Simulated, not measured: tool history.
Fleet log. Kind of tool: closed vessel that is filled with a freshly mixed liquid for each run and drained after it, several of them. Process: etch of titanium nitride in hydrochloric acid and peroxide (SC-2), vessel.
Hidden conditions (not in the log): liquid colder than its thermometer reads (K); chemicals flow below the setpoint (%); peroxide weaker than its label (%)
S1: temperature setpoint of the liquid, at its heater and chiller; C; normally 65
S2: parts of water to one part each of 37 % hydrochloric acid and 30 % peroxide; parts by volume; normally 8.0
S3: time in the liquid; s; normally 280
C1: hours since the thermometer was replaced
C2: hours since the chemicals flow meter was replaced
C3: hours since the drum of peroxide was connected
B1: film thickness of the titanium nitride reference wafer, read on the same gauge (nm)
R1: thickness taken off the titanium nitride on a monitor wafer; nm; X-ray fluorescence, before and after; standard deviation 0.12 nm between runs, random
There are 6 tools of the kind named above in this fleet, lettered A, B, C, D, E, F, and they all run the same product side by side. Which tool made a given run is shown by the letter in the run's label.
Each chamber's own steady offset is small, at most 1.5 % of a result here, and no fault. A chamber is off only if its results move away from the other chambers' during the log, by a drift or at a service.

run	day	S1	S2	S3	C1	C2	C3	B1	R1
1C	0.329	65	8.0	280	1181.7	375.3	12.6	29.988	18.0410
2D	0.675	65	8.0	280	301.6	347.7	111.0	29.986	17.7960
3A	0.954	65	8.0	280	453.0	499.5	56.6	29.994	18.2830
4E	1.179	65	8.0	280	1856.4	1293.7	854.1	29.982	17.9390
5F	1.396	65	8.0	280	681.5	778.1	257.3	29.993	17.9340
6B	1.717	72	8.0	190	2284.9	711.8	370.0	29.975	18.4140
7C	1.946	72	8.0	190	1220.5	414.1	51.4	29.996	18.6940
# day 2.200: chamber B: new drum of peroxide connected
8A	2.304	72	8.0	190	485.4	531.9	89.0	29.991	18.8360
9E	2.608	72	8.0	190	1890.7	1328.0	888.4	30.004	18.7900
10D	2.779	72	8.0	190	352.1	398.2	161.5	30.009	18.5710
11B	3.121	72	8.0	190	2318.6	745.5	22.1	29.972	18.5600
12F	3.383	65	8.0	280	729.2	825.8	305.0	29.985	18.0560
13C	3.725	65	8.0	280	1263.2	456.8	94.1	30.050	18.0480
14D	4.017	56	9.5	280	381.8	427.9	191.2	29.998	8.7940
15E	4.188	56	9.5	280	1928.6	1365.9	926.3	30.024	8.9112
16B	4.412	56	9.5	280	2349.6	776.5	53.1	30.015	8.9220
17A	4.638	56	9.5	280	541.4	587.9	145.0	30.025	8.8539
18F	4.838	56	9.5	280	764.1	860.7	339.9	29.996	8.8464
19C	5.146	56	9.5	280	1297.3	490.9	128.2	29.987	8.8965
20F	5.338	65	8.0	280	776.1	872.7	351.9	29.986	17.9150
21A	5.642	65	8.0	280	565.5	612.0	169.1	29.933	17.9950
22B	6.008	65	8.0	280	2387.9	814.8	91.4	29.994	17.8840
23D	6.217	65	8.0	280	434.6	480.7	244.0	29.975	17.8270
24E	6.404	72	8.0	140	1981.8	1419.1	979.5	29.967	13.7880
# day 6.425: chamber E: chemicals flow meter replaced
25F	6.758	72	8.0	140	810.2	906.8	386.0	29.996	13.5610
# day 6.996: chamber B: thermometer replaced
26E	6.996	72	8.0	140	1996.0	13.7	993.7	29.964	13.7830
# day 7.238: chamber D: chemicals flow meter replaced
27A	7.379	72	8.0	140	607.2	653.7	210.8	30.014	13.6990
28D	7.550	72	8.0	140	466.6	7.5	276.0	29.947	13.6680
29B	7.754	72	8.0	140	18.2	856.7	133.3	29.997	13.5030
# day 7.838: chamber D: new drum of peroxide connected
30C	8.000	65	8.0	280	1365.8	559.4	196.7	29.974	17.5670
31A	8.200	65	8.0	280	626.9	673.4	230.5	30.011	18.0840
32E	8.433	65	8.0	280	2030.5	48.2	1028.2	29.999	18.0800
33C	8.788	65	8.0	280	1384.7	578.3	215.6	29.994	17.4140
34B	9.038	65	8.0	280	49.0	887.5	164.1	29.993	17.9900
35D	9.371	65	8.0	280	510.3	51.2	36.8	29.983	17.9020
36F	9.646	65	8.0	280	879.5	976.1	455.3	29.997	17.8830
# day 9.867: chamber F: new drum of peroxide connected
37E	9.996	65	5.5	280	2068.0	85.7	1065.7	30.009	24.2290
38F	10.192	65	5.5	280	892.6	989.2	7.9	29.990	24.2470
39C	10.525	65	5.5	280	1426.4	620.0	257.3	30.024	22.8170
40B	10.879	65	5.5	280	93.2	931.7	208.3	29.998	23.6180
41D	11.100	65	5.5	280	551.8	92.7	78.3	29.986	24.0150
42A	11.396	65	5.5	280	703.6	750.1	307.2	29.964	24.1460

Which is it: a chamber that has drifted or been left off by a service, a gauge drift common to all chambers, or only each chamber's usual small offset? If a chamber is off, name it and its likeliest cause.

One chamber, C, drifts off from the rest bit by bit.
Cause: chemicals flow below the setpoint (%) = 8.3.
From this log alone, it may not be told apart from: liquid colder than its thermometer reads (K); peroxide weaker than its label (%).

Below are 4 candidate recipes for chamber C's next run, each the usual settings with a change, their results shown as question marks. Which of them brings C's results back in line with what the other chambers give on the usual settings?
Allowed miss from the other chambers' usual-settings mean, per result, to count as in line: R1 0.4200 nm
43C-1	11.675	65.0	8.0	275					?
43C-2	11.675	65.0	8.0	265					?
43C-3	11.675	65.0	8.0	285					?
43C-4	11.675	65.5	8.0	290					?

On the usual settings, the other chambers give on average: R1 17.9750 nm
run	R1
43C-1	16.6040
43C-2	16.0000
43C-3	17.2080
43C-4	18.0610
It is 43C-4 that realigns the chamber with its peers.

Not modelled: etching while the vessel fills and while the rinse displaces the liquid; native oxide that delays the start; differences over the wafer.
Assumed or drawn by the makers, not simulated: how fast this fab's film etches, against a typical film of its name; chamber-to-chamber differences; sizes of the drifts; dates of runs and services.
